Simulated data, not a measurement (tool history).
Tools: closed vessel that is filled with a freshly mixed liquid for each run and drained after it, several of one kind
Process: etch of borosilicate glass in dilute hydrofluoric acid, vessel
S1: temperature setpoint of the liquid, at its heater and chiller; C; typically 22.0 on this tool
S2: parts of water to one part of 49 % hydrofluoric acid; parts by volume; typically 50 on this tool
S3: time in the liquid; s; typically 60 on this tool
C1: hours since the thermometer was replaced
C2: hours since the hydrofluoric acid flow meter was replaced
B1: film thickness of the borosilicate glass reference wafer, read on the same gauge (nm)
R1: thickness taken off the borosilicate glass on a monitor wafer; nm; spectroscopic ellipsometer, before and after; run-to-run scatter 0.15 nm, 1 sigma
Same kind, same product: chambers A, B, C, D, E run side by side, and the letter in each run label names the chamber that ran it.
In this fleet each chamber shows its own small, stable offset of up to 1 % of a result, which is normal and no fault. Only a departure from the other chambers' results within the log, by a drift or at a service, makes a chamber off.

run   hour    S1  S2  S3      C1      C2      B1      R1
 1C    7.5  22.0  50  60  1588.4  1549.7  150.00  42.000
 2B   16.9  22.0  50  60  1272.6   421.9  149.98  41.906
 3D   31.2  22.0  50  60   830.3   309.8  150.06  42.057
 4A   43.1  22.0  50  60   272.3   561.7  150.00  42.309
 5E   55.4  22.0  50  60  1283.9  1139.6  150.03  42.152
 6A   69.5  25.0  50  60   298.7   588.1  150.02  47.816
 7B   81.4  25.0  50  60  1337.1   486.4  150.01  47.490
 8C   89.8  25.0  50  60  1670.7  1632.0  150.02  47.533
 9E   99.0  25.0  50  60  1327.5  1183.2  149.98  47.316
10D  105.9  25.0  50  60   905.0   384.5  150.02  47.666
11A  121.0  22.0  50  60   350.2   639.6  150.04  42.426
12B  132.0  22.0  50  60  1387.7   537.0  149.99  41.795
     133.9  -- chamber B: thermometer replaced
13D  145.7  22.0  50  60   944.8   424.3  149.97  42.230
14E  160.6  22.0  50  60  1389.1  1244.8  149.98  41.961
15C  168.4  22.0  50  60  1749.3  1710.6  149.95  42.094
16E  181.4  22.0  50  60  1409.9  1265.6  150.02  41.790
17B  191.5  22.0  50  60    57.7   596.5  149.99  41.996
18D  198.8  22.0  50  60   997.9   477.4  150.03  42.319
19C  206.5  22.0  50  60  1787.4  1748.7  149.99  42.175
20A  221.6  22.0  50  60   450.8   740.2  149.99  42.271
21E  231.3  22.0  50  60  1459.8  1315.5  150.01  42.175
22A  242.4  22.0  50  60   471.6   761.0  150.02  42.309
23B  250.4  22.0  30  60   116.6   655.4  150.02  71.546
24D  263.8  22.0  30  60  1062.9   542.4  150.01  72.184
25C  274.1  22.0  30  60  1855.0  1816.3  150.02  72.442
26E  283.3  22.0  30  60  1511.8  1367.5  150.01  71.199
27A  297.2  22.0  30  60   526.4   815.8  150.01  71.582
28C  306.5  22.0  50  60  1887.4  1848.7  150.03  41.760
29D  313.7  22.0  50  60  1112.8   592.3  150.04  42.380
30B  325.9  22.0  50  35   192.1   730.9  150.04  24.258
     335.8  -- chamber E: thermometer replaced
31D  337.2  22.0  50  35  1136.3   615.8  149.99  24.669
32B  345.9  22.0  50  35   212.1   750.9  150.03  24.373
33C  354.5  22.0  50  35  1935.4  1896.7  149.97  24.430
34A  361.2  22.0  50  35   590.4   879.8  150.02  24.711
35E  374.4  22.0  50  60    38.7  1458.6  150.02  41.959
36B  389.5  22.0  50  60   255.7   794.5  149.97  41.812
37A  404.2  22.0  50  60   633.4   922.8  150.01  42.040
38C  418.5  22.0  50  40  1999.4  1960.7  150.00  27.907

Read the log: is a single chamber off, either drifting away or since a service, is the gauge that measures every chamber drifting, or is nothing wrong beyond small per-chamber offsets? Name any odd chamber and what most likely caused it.

Neither any chamber nor the gauge drifts; the chambers differ only by their own small, steady offsets.

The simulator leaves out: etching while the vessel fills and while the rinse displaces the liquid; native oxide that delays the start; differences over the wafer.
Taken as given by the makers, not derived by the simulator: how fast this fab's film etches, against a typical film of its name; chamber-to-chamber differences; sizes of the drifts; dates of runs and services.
